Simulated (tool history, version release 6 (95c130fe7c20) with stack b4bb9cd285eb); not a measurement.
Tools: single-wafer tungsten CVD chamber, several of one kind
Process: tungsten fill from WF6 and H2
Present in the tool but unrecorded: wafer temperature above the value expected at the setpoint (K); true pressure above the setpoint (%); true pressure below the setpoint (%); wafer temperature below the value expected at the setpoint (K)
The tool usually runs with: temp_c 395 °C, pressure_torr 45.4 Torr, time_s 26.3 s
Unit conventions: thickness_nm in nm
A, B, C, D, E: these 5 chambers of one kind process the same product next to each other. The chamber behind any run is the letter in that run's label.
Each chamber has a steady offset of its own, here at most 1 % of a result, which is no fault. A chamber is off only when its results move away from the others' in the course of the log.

| run | hour | temp_c | pressure_torr | time_s | hours since the last thermocouple change | hours since the last manometer calibration | read-back reference wafer on the same gauge, thickness_nm | thickness_nm |
|---|---|---|---|---|---|---|---|---|
| 1A | 3.5 | 395 | 45.4 | 26.3 | 2466.2 | 987.9 | 89.249 | 83.734 |
| 2D | 6.8 | 395 | 45.4 | 26.3 | 1177.4 | 1506.7 | 89.347 | 83.558 |
| 3B | 8.9 | 395 | 45.4 | 26.3 | 1231.2 | 2103.8 | 89.198 | 84.291 |
| 4C | 12.6 | 395 | 45.4 | 26.3 | 360.1 | 2375 | 89.255 | 84.447 |
| 5E | 16.6 | 395 | 45.4 | 26.3 | 2218.1 | 509.7 | 89.334 | 84.525 |
| 6B | 20.3 | 395 | 45.4 | 29.3 | 1242.6 | 2115.2 | 89.314 | 94.059 |
| 7E | 24 | 395 | 45.4 | 29.3 | 2225.5 | 517.1 | 89.245 | 93.824 |
| 8D | 27.8 | 395 | 45.4 | 29.3 | 1198.4 | 1527.7 | 89.385 | 93.997 |
| 9A | 29.9 | 395 | 45.4 | 29.3 | 2492.6 | 1014.3 | 89.237 | 93.707 |
| 10C | 32.9 | 395 | 45.4 | 29.3 | 380.4 | 2395.3 | 89.326 | 94.265 |
| 11D | 36.6 | 395 | 45.4 | 26.3 | 1207.2 | 1536.5 | 89.273 | 83.737 |
| 12A | 40.7 | 395 | 45.4 | 26.3 | 2503.4 | 1025.1 | 89.248 | 83.765 |
| 13B | 43.8 | 395 | 45.4 | 26.3 | 1266.1 | 2138.7 | 89.349 | 84.711 |
|  | 46.4 | chamber A: thermocouple changed; heater temperature recalibrated |
| 14C | 48 | 395 | 45.4 | 26.3 | 395.5 | 2410.4 | 89.263 | 84.105 |
| 15E | 50.2 | 395 | 45.4 | 26.3 | 2251.7 | 543.3 | 89.361 | 84.885 |
| 16C | 52.4 | 395 | 45.4 | 26.3 | 399.9 | 2414.8 | 89.298 | 84.136 |
| 17D | 54.5 | 395 | 45.4 | 26.3 | 1225.1 | 1554.4 | 89.265 | 83.198 |
| 18B | 57.6 | 395 | 45.4 | 26.3 | 1279.9 | 2152.5 | 89.218 | 84.544 |
| 19E | 61.5 | 395 | 45.4 | 26.3 | 2263 | 554.6 | 89.285 | 84.091 |
| 20A | 64 | 395 | 36.6 | 30.7 | 17.7 | 1048.4 | 89.322 | 92.055 |
| 21A | 67 | 395 | 36.6 | 30.7 | 20.7 | 1051.4 | 89.247 | 91.583 |
| 22C | 70.4 | 395 | 36.6 | 30.7 | 417.9 | 2432.8 | 89.233 | 88.591 |
| 23D | 74.9 | 395 | 36.6 | 30.7 | 1245.5 | 1574.8 | 89.358 | 89.884 |
| 24B | 78.2 | 395 | 36.6 | 30.7 | 1300.5 | 2173.1 | 89.324 | 89.214 |
| 25E | 81.2 | 395 | 45.4 | 26.3 | 2282.7 | 574.3 | 89.316 | 84.808 |
| 26D | 85 | 395 | 45.4 | 26.3 | 1255.6 | 1584.9 | 89.249 | 84.525 |
| 27B | 89.5 | 395 | 45.4 | 26.3 | 1311.8 | 2184.4 | 89.351 | 84.731 |
| 28C | 93 | 395 | 45.4 | 26.3 | 440.5 | 2455.4 | 89.2 | 84.152 |
| 29A | 96.1 | 395 | 45.4 | 26.3 | 49.8 | 1080.5 | 89.321 | 87.354 |
| 30E | 99.8 | 395 | 45.4 | 26.3 | 2301.3 | 592.9 | 89.241 | 84.454 |
| 31A | 104.2 | 395 | 45.4 | 26.3 | 57.9 | 1088.6 | 89.265 | 86.689 |
| 32E | 108.8 | 395 | 45.4 | 26.3 | 2310.3 | 601.9 | 89.237 | 85.248 |
| 33D | 113.4 | 395 | 38.5 | 30.6 | 1284 | 1613.3 | 89.233 | 89.951 |

Is one chamber out of step, is the gauge drifting, or do the chambers differ by no more than their own small offsets? For an off chamber, give its letter and the likeliest cause.

A service left chamber A off against the others.
What lies behind it: wafer temperature above the value expected at the setpoint (K) = 1.88.

Which of the 4 candidates below, each the usual settings with something changed and its results left as question marks, puts chamber A back in line with what the other chambers give on the usual settings?
A result is in line if it is within this distance of the other chambers' mean on the usual settings: thickness_nm 1.3 nm
| 34A-1 | 116.9 | 394 | 45.1 | 26.1 |  |  |  | ? |
| 34A-2 | 116.9 | 396 | 45.7 | 26.5 |  |  |  | ? |
| 34A-3 | 116.9 | 398 | 45.4 | 26.3 |  |  |  | ? |
| 34A-4 | 116.9 | 395 | 45.4 | 24.8 |  |  |  | ? |

The mean the other chambers reach with the usual settings: thickness_nm 84.365 nm
| run | thickness_nm |
|---|---|
| 34A-1 | 84.305 |
| 34A-2 | 89.433 |
| 34A-3 | 91.86 |
| 34A-4 | 81.864 |
The answer is 34A-1, which returns the chamber to within the allowed miss of the others.

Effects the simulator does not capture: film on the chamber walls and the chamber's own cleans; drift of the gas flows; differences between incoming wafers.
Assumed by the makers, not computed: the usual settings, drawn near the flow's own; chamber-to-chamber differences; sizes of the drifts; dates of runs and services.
